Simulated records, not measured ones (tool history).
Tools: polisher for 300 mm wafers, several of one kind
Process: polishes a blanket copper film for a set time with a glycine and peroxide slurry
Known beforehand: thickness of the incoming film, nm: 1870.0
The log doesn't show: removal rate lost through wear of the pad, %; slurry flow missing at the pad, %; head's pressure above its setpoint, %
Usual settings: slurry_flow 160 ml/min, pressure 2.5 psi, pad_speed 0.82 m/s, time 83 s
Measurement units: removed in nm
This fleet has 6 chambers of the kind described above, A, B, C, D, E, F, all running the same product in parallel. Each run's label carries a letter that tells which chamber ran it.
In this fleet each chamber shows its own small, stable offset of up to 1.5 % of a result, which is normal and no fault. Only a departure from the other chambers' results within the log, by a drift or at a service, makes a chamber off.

| run | hour | slurry_flow | pressure | pad_speed | time | wafers polished on this pad | hours since the slurry nozzle was cleaned | hours since the head pressure was calibrated | removed |
|---|---|---|---|---|---|---|---|---|---|
| 1B | 9.3 | 160 | 2.5 | 0.82 | 83 | 137 | 60.1 | 65.2 | 338.99 |
| 2E | 15.7 | 160 | 2.5 | 0.82 | 83 | 676 | 277.9 | 978.9 | 332.17 |
| 3D | 23.7 | 160 | 2.5 | 0.82 | 83 | 472 | 350.6 | 628.4 | 336.27 |
|  | 30 | chamber A: head pressure recalibrated |
| 4A | 31.7 | 160 | 2.5 | 0.82 | 83 | 572 | 599.8 | 1.8 | 330.21 |
|  | 35.8 | chamber E: worn pad replaced by a new one |
|  | 40.6 | chamber C: worn pad replaced by a new one |
| 5C | 41 | 160 | 2.5 | 0.82 | 83 | 4 | 651.4 | 396.3 | 336.4 |
|  | 45.1 | chamber C: slurry nozzle cleaned |
| 6F | 54 | 160 | 2.5 | 0.82 | 83 | 728 | 152.4 | 1167.5 | 335.91 |
| 7C | 65.6 | 110 | 2.5 | 1 | 83 | 270 | 20.6 | 420.9 | 376.81 |
|  | 72.2 | chamber F: worn pad replaced by a new one |
| 8F | 77.4 | 110 | 2.5 | 1 | 83 | 56 | 175.8 | 1190.9 | 363.96 |
|  | 81 | chamber B: worn pad replaced by a new one |
| 9D | 84.1 | 110 | 2.5 | 1 | 83 | 1126 | 411 | 688.8 | 370.21 |
| 10B | 91.3 | 110 | 2.5 | 1 | 83 | 112 | 142.1 | 147.2 | 365.43 |
|  | 94.5 | chamber A: worn pad replaced by a new one |
| 11A | 101.4 | 110 | 2.5 | 1 | 83 | 75 | 669.5 | 71.5 | 359.11 |
| 12E | 110.8 | 110 | 2.5 | 1 | 83 | 812 | 373 | 1074 | 365 |
|  | 121.9 | chamber E: worn pad replaced by a new one |
| 13E | 122.3 | 160 | 2.5 | 0.82 | 83 | 5 | 384.5 | 1085.5 | 329 |
|  | 126.2 | chamber C: worn pad replaced by a new one |
|  | 129.1 | chamber A: slurry nozzle cleaned |
|  | 130.1 | chamber E: slurry nozzle cleaned |
|  | 133.3 | chamber F: head pressure recalibrated |
| 14F | 134 | 160 | 2.5 | 0.82 | 83 | 669 | 232.4 | 0.8 | 346.37 |
| 15C | 147.4 | 180 | 2.5 | 0.82 | 94 | 230 | 102.4 | 502.7 | 390.47 |
|  | 148.9 | chamber D: slurry nozzle cleaned |
|  | 149.4 | chamber B: worn pad replaced by a new one |
|  | 157.3 | chamber F: worn pad replaced by a new one |
| 16D | 159.1 | 180 | 2.5 | 0.82 | 94 | 1938 | 10.2 | 763.8 | 393.24 |
| 17B | 168.3 | 180 | 2.5 | 0.82 | 94 | 205 | 219.1 | 224.2 | 396.68 |
| 18A | 174.2 | 180 | 2.5 | 0.82 | 94 | 862 | 45.1 | 144.3 | 391.92 |
| 19E | 182.3 | 180 | 2.5 | 0.82 | 94 | 654 | 52.3 | 1145.5 | 384.66 |
| 20D | 189.5 | 180 | 2.5 | 0.82 | 94 | 2267 | 40.6 | 794.2 | 386.86 |
| 21A | 199.6 | 160 | 2.5 | 0.82 | 83 | 1137 | 70.5 | 169.7 | 333.89 |
|  | 209.8 | chamber E: worn pad replaced by a new one |
|  | 212.7 | chamber C: worn pad replaced by a new one |
| 22C | 212.9 | 160 | 2.5 | 0.82 | 83 | 2 | 167.9 | 568.2 | 329.16 |
| 23F | 224.7 | 160 | 2.5 | 0.82 | 83 | 730 | 323.1 | 91.5 | 341.72 |
| 24B | 231 | 160 | 2.5 | 0.82 | 83 | 883 | 281.8 | 286.9 | 332.59 |
|  | 237.2 | chamber A: worn pad replaced by a new one |
|  | 237.6 | chamber B: worn pad replaced by a new one |
|  | 238.4 | chamber F: worn pad replaced by a new one |
| 25D | 242.1 | 160 | 2.5 | 0.82 | 83 | 2836 | 93.2 | 846.8 | 327.41 |
| 26F | 248.6 | 160 | 2.5 | 0.82 | 83 | 110 | 347 | 115.4 | 346.48 |
| 27C | 256.1 | 160 | 2.5 | 0.82 | 83 | 469 | 211.1 | 611.4 | 341.71 |
| 28B | 263.6 | 160 | 2.5 | 0.82 | 83 | 281 | 314.4 | 319.5 | 345.55 |
|  | 272 | chamber F: slurry nozzle cleaned |
| 29A | 272.2 | 160 | 2.5 | 0.82 | 83 | 379 | 143.1 | 242.3 | 343.81 |
| 30E | 283.5 | 160 | 2.5 | 0.82 | 83 | 798 | 153.5 | 1246.7 | 339.78 |
|  | 287.7 | chamber C: worn pad replaced by a new one |
|  | 291.9 | chamber E: worn pad replaced by a new one |
| 31A | 295 | 160 | 2.5 | 0.82 | 83 | 626 | 165.9 | 265.1 | 340.06 |
|  | 302.1 | chamber B: slurry nozzle cleaned |
| 32E | 305.2 | 160 | 2.5 | 0.82 | 83 | 144 | 175.2 | 1268.4 | 337.3 |
| 33C | 316.4 | 160 | 2.5 | 0.82 | 83 | 311 | 271.4 | 671.7 | 336.17 |
|  | 316.6 | chamber B: worn pad replaced by a new one |
|  | 323.7 | chamber F: worn pad replaced by a new one |
| 34B | 324.2 | 160 | 1.9 | 1.06 | 83 | 82 | 22.2 | 380.1 | 332.42 |
| 35F | 330.4 | 160 | 1.9 | 1.06 | 83 | 72 | 58.5 | 197.2 | 333.92 |
| 36D | 336.4 | 160 | 1.9 | 1.06 | 83 | 3857 | 187.5 | 941.1 | 308.97 |
|  | 344 | chamber A: worn pad replaced by a new one |
| 37F | 349.3 | 160 | 1.9 | 1.06 | 83 | 277 | 77.4 | 216.1 | 342.9 |
| 38A | 355.8 | 160 | 1.9 | 1.06 | 83 | 128 | 226.7 | 325.9 | 331.61 |
|  | 360.1 | chamber C: worn pad replaced by a new one |
| 39E | 366.3 | 160 | 1.9 | 1.06 | 83 | 805 | 236.3 | 1329.5 | 328.31 |
| 40B | 374.7 | 160 | 2.5 | 0.82 | 83 | 629 | 72.7 | 430.6 | 331.6 |
| 41C | 380.8 | 160 | 2.5 | 0.82 | 83 | 224 | 335.8 | 736.1 | 334.9 |

Decide between three cases: one chamber stands off from its peers, the gauge reading all wafers drifts, or nothing is wrong past each chamber's small offset. Where a chamber is off, say which and what most likely put it there.

Little by little, chamber D moves away from the other chambers.
What lies behind it: removal rate lost through wear of the pad, % = 10.7.
The log may not tell that from: slurry flow missing at the pad, %; head's pressure below its setpoint, %.

Which of the 4 candidates below, each the usual settings with something changed and its results left as question marks, puts chamber D back in line with what the other chambers give on the usual settings?
A result is in line if it is within this distance of the other chambers' mean on the usual settings: removed 16 nm
| 42D-1 | 390.4 | 160 | 2.9 | 0.82 | 83 |  |  |  | ? |
| 42D-2 | 390.4 | 160 | 2.5 | 0.82 | 81 |  |  |  | ? |
| 42D-3 | 390.4 | 160 | 2.5 | 0.82 | 84 |  |  |  | ? |
| 42D-4 | 390.4 | 160 | 2.4 | 0.82 | 78 |  |  |  | ? |

Usual-settings mean across the other chambers: removed 338.25 nm
| run | removed |
|---|---|
| 42D-1 | 343.26 |
| 42D-2 | 298.44 |
| 42D-3 | 309.49 |
| 42D-4 | 278.59 |
The right change is 42D-1: it brings the chamber back within the allowed miss of the others.
